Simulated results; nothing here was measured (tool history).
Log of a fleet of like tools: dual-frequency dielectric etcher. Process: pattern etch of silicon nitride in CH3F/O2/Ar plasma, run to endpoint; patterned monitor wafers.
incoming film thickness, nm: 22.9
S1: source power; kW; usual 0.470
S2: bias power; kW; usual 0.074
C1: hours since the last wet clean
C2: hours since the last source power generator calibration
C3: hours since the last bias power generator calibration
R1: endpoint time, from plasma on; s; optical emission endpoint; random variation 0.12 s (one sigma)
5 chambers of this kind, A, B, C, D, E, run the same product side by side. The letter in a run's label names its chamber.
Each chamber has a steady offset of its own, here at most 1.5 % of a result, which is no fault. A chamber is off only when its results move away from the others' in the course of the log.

{"run": "1B", "hour": 7.0, "S1": 0.47, "S2": 0.074, "C1": 250.6, "C2": 40.4, "C3": 1723.7, "R1": 30.624}
{"hour": 11.2, "done": "chamber D: wet clean of the chamber"}
{"run": "2C", "hour": 12.2, "S1": 0.47, "S2": 0.074, "C1": 125.6, "C2": 1809.7, "C3": 1231.9, "R1": 30.935}
{"run": "3E", "hour": 18.0, "S1": 0.47, "S2": 0.074, "C1": 257.6, "C2": 1061.1, "C3": 2086.4, "R1": 31.185}
{"run": "4D", "hour": 29.2, "S1": 0.47, "S2": 0.074, "C1": 18.0, "C2": 1279.8, "C3": 830.0, "R1": 30.947}
{"run": "5A", "hour": 35.6, "S1": 0.47, "S2": 0.074, "C1": 465.6, "C2": 171.0, "C3": 2058.0, "R1": 30.984}
{"run": "6E", "hour": 43.1, "S1": 0.47, "S2": 0.074, "C1": 282.7, "C2": 1086.2, "C3": 2111.5, "R1": 31.131}
{"run": "7B", "hour": 53.3, "S1": 0.47, "S2": 0.074, "C1": 296.9, "C2": 86.7, "C3": 1770.0, "R1": 30.916}
{"run": "8D", "hour": 61.9, "S1": 0.47, "S2": 0.074, "C1": 50.7, "C2": 1312.5, "C3": 862.7, "R1": 30.788}
{"run": "9C", "hour": 71.6, "S1": 0.47, "S2": 0.074, "C1": 185.0, "C2": 1869.1, "C3": 1291.3, "R1": 30.743}
{"run": "10A", "hour": 78.1, "S1": 0.47, "S2": 0.074, "C1": 508.1, "C2": 213.5, "C3": 2100.5, "R1": 30.99}
{"run": "11D", "hour": 86.6, "S1": 0.47, "S2": 0.074, "C1": 75.4, "C2": 1337.2, "C3": 887.4, "R1": 31.092}
{"run": "12E", "hour": 93.2, "S1": 0.47, "S2": 0.074, "C1": 332.8, "C2": 1136.3, "C3": 2161.6, "R1": 31.388}
{"run": "13C", "hour": 100.7, "S1": 0.47, "S2": 0.074, "C1": 214.1, "C2": 1898.2, "C3": 1320.4, "R1": 30.931}
{"run": "14A", "hour": 108.7, "S1": 0.47, "S2": 0.074, "C1": 538.7, "C2": 244.1, "C3": 2131.1, "R1": 30.58}
{"hour": 112.4, "done": "chamber A: wet clean of the chamber"}
{"run": "15B", "hour": 116.3, "S1": 0.47, "S2": 0.074, "C1": 359.9, "C2": 149.7, "C3": 1833.0, "R1": 30.964}
{"hour": 123.7, "done": "chamber E: bias power generator calibrated"}
{"run": "16A", "hour": 124.1, "S1": 0.36, "S2": 0.074, "C1": 11.8, "C2": 259.5, "C3": 2146.5, "R1": 34.127}
{"run": "17D", "hour": 135.7, "S1": 0.36, "S2": 0.074, "C1": 124.5, "C2": 1386.3, "C3": 936.5, "R1": 34.223}
{"hour": 139.0, "done": "chamber B: wet clean of the chamber"}
{"run": "18E", "hour": 141.0, "S1": 0.36, "S2": 0.074, "C1": 380.6, "C2": 1184.1, "C3": 17.4, "R1": 34.562}
{"run": "19C", "hour": 152.3, "S1": 0.36, "S2": 0.074, "C1": 265.7, "C2": 1949.8, "C3": 1372.0, "R1": 34.022}
{"run": "20B", "hour": 157.8, "S1": 0.36, "S2": 0.074, "C1": 18.9, "C2": 191.2, "C3": 1874.5, "R1": 35.6}
{"run": "21B", "hour": 168.1, "S1": 0.47, "S2": 0.074, "C1": 29.2, "C2": 201.5, "C3": 1884.8, "R1": 32.059}
{"run": "22A", "hour": 179.6, "S1": 0.47, "S2": 0.074, "C1": 67.3, "C2": 315.0, "C3": 2202.0, "R1": 30.817}
{"run": "23E", "hour": 187.2, "S1": 0.47, "S2": 0.074, "C1": 426.8, "C2": 1230.3, "C3": 63.6, "R1": 31.283}
{"run": "24C", "hour": 196.4, "S1": 0.47, "S2": 0.074, "C1": 309.8, "C2": 1993.9, "C3": 1416.1, "R1": 30.693}
{"run": "25D", "hour": 202.7, "S1": 0.47, "S2": 0.074, "C1": 191.5, "C2": 1453.3, "C3": 1003.5, "R1": 31.012}
{"run": "26A", "hour": 210.3, "S1": 0.47, "S2": 0.074, "C1": 98.0, "C2": 345.7, "C3": 2232.7, "R1": 30.995}
{"run": "27B", "hour": 220.8, "S1": 0.47, "S2": 0.074, "C1": 81.9, "C2": 254.2, "C3": 1937.5, "R1": 32.247}
{"run": "28D", "hour": 230.7, "S1": 0.47, "S2": 0.074, "C1": 219.5, "C2": 1481.3, "C3": 1031.5, "R1": 30.895}
{"run": "29E", "hour": 241.9, "S1": 0.54, "S2": 0.065, "C1": 481.5, "C2": 1285.0, "C3": 118.3, "R1": 30.812}
{"run": "30C", "hour": 251.5, "S1": 0.54, "S2": 0.065, "C1": 364.9, "C2": 2049.0, "C3": 1471.2, "R1": 30.591}

What goes on in this fleet: one chamber off, a drifting gauge, or nothing beyond the chambers' own small offsets? Name the chamber and the cause, if any.

A service left chamber B off against the others.
Cause: etch rate under this chamber's usual, % = 3.89.

Here are 4 candidates for chamber B's next run, each the usual settings with a change, their results left as question marks. Which one brings its results back in line with what the others give on the usual settings?
In line means no further than this from the other chambers' mean on the usual settings: R1 0.420 s
{"run": "31B-1", "hour": 259.9, "S1": 0.51, "S2": 0.074, "R1": "?"}
{"run": "31B-2", "hour": 259.9, "S1": 0.48, "S2": 0.074, "R1": "?"}
{"run": "31B-3", "hour": 259.9, "S1": 0.44, "S2": 0.071, "R1": "?"}
{"run": "31B-4", "hour": 259.9, "S1": 0.46, "S2": 0.073, "R1": "?"}

The other chambers' mean on the usual settings: R1 30.937 s
run=31B-1 R1=31.040
run=31B-2 R1=31.764
run=31B-3 R1=33.293
run=31B-4 R1=32.431
31B-1 brings the chamber back in line.
